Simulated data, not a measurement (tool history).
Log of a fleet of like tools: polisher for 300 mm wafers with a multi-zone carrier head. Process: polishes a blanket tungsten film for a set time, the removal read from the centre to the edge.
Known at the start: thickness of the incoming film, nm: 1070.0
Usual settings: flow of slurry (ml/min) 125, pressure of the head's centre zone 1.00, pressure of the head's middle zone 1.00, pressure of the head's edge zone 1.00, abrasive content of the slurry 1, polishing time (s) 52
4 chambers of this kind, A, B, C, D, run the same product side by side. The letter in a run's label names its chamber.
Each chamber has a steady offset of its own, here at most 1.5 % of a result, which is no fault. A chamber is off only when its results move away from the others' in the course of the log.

run,hour,flow of slurry (ml/min),pressure of the head's centre zone,pressure of the head's middle zone,pressure of the head's edge zone,abrasive content of the slurry,polishing time (s),wafers polished on this pad,hours since the slurry nozzle was cleaned,hours since the centre zone pressure was calibrated,hours since the edge zone pressure was calibrated,film removed at the wafer's centre (nm),film removed at mid-radius (nm),film removed at the wafer's edge (nm)
# hour 6.7: chamber D: worn pad replaced by a new one
1A,7.6,125,1.00,1.00,1.00,1,52,226,151.3,660.8,248.1,200.92,201.78,200.44
# hour 11.7: chamber C: worn pad replaced by a new one
2C,16.0,125,1.00,1.00,1.00,1,52,60,322.3,526.7,379.6,203.99,202.27,202.15
3D,22.5,125,1.00,1.00,1.00,1,52,223,150.4,76.4,254.1,202.62,198.47,203.01
4B,34.0,125,1.00,1.00,1.00,1,52,831,406.9,281.8,876.4,203.87,208.29,205.28
5B,43.5,125,1.00,1.00,1.00,1,52,965,416.4,291.3,885.9,203.57,204.03,204.73
6A,49.3,125,0.92,1.00,1.00,1,52,813,193.0,702.5,289.8,184.03,202.45,198.92
# hour 59.8: chamber A: worn pad replaced by a new one
7C,60.7,125,0.92,1.00,1.00,1,52,690,367.0,571.4,424.3,187.91,207.39,201.37
# hour 67.8: chamber C: centre zone pressure recalibrated
8D,69.4,125,0.92,1.00,1.00,1,52,883,197.3,123.3,301.0,186.62,201.04,205.96
9B,75.1,125,0.92,1.00,1.00,1,52,1410,448.0,322.9,917.5,186.23,201.45,208.59
# hour 77.4: chamber D: worn pad replaced by a new one
# hour 78.7: chamber D: slurry nozzle cleaned
10A,82.1,125,1.00,1.00,1.00,1,52,314,225.8,735.3,322.6,200.44,201.35,206.27
# hour 83.8: chamber B: worn pad replaced by a new one
# hour 87.4: chamber A: edge zone pressure recalibrated
11D,94.0,125,1.00,1.00,1.00,1,52,235,15.3,147.9,325.6,200.08,200.55,202.52
# hour 100.4: chamber B: centre zone pressure recalibrated
# hour 102.5: chamber C: worn pad replaced by a new one
12C,106.7,125,1.00,1.00,1.00,1,52,60,413.0,38.9,470.3,202.90,205.70,204.31
# hour 113.8: chamber A: worn pad replaced by a new one
13A,114.9,125,1.00,1.00,1.00,1,52,16,258.6,768.1,27.6,200.19,196.33,202.94
14B,124.3,125,0.96,1.00,1.00,1,40,570,497.2,23.9,966.7,163.36,156.46,157.10
15D,131.4,125,0.96,1.00,1.00,1,40,761,52.7,185.3,363.0,148.30,159.55,154.96
16C,138.1,125,0.96,1.00,1.00,1,40,502,444.4,70.3,501.7,150.47,157.66,155.14
17C,144.8,125,0.96,1.00,1.00,1,40,596,451.1,77.0,508.4,148.48,155.91,155.18
18A,151.3,125,1.00,1.00,1.00,1,52,528,295.0,804.5,64.0,202.39,202.08,203.03
# hour 155.3: chamber D: worn pad replaced by a new one
19D,160.1,125,1.00,1.00,1.00,1,52,68,81.4,214.0,391.7,202.28,207.52,206.51
20B,166.6,125,1.00,1.00,1.00,1,52,1165,539.5,66.2,1009.0,221.23,201.76,204.14
# hour 169.6: chamber A: worn pad replaced by a new one
# hour 172.9: chamber B: worn pad replaced by a new one
21C,179.8,125,1.00,1.00,1.00,1,52,1089,486.1,112.0,543.4,205.75,203.27,200.21
# hour 185.7: chamber C: worn pad replaced by a new one
22B,186.0,125,1.00,1.00,1.00,1,52,184,558.9,85.6,1028.4,220.48,207.32,204.08
23D,196.2,125,1.00,1.00,1.00,1,52,577,117.5,250.1,427.8,201.64,204.44,202.09
24A,203.6,125,1.00,1.00,1.00,1,52,479,347.3,856.8,116.3,198.76,202.83,202.02
# hour 205.2: chamber C: edge zone pressure recalibrated
# hour 207.9: chamber A: centre zone pressure recalibrated
25D,214.5,125,1.00,1.00,1.00,1,52,834,135.8,268.4,446.1,204.97,204.07,203.66
26A,224.0,125,1.00,1.00,1.00,1,52,766,367.7,16.1,136.7,203.13,198.46,197.84
# hour 224.8: chamber D: worn pad replaced by a new one
# hour 225.9: chamber A: worn pad replaced by a new one
27B,232.8,125,1.00,1.00,1.00,1,52,843,605.7,132.4,1075.2,221.99,202.60,201.62
28C,245.0,125,1.00,1.00,1.00,1,52,834,551.3,177.2,39.9,202.75,207.08,203.11
29C,256.9,125,1.00,0.89,0.93,1,52,1002,563.2,189.1,51.8,202.65,181.98,193.75
# hour 266.0: chamber C: worn pad replaced by a new one
30B,268.0,125,1.00,0.89,0.93,1,52,1338,640.9,167.6,1110.4,220.05,183.26,196.01
# hour 273.1: chamber B: slurry nozzle cleaned
31D,279.4,125,1.00,0.89,0.93,1,52,769,200.7,333.3,511.0,201.95,182.94,200.59
# hour 282.9: chamber B: worn pad replaced by a new one
32A,286.1,125,1.00,0.89,0.93,1,52,848,429.8,78.2,198.8,198.53,183.97,190.85
33B,291.9,125,1.00,1.00,1.00,1,52,127,18.9,191.5,1134.3,223.63,202.70,201.12
34C,300.8,125,1.00,1.00,1.00,1,52,490,607.1,233.0,95.7,203.81,200.54,202.94

Next, every chamber runs the same settings. What will each give?
35A,310.3,125,1.00,1.00,1.00,1,52,,,,,?,?,?
35B,310.3,125,1.00,1.00,1.00,1,52,,,,,?,?,?
35C,310.3,125,1.00,1.00,1.00,1,52,,,,,?,?,?
35D,310.3,125,1.00,1.00,1.00,1,52,,,,,?,?,?

run,film removed at the wafer's centre (nm),film removed at mid-radius (nm),film removed at the wafer's edge (nm)
35A,201.59,204.37,201.03
35B,221.98,205.18,202.49
35C,203.49,206.11,205.12
35D,200.57,207.52,204.15
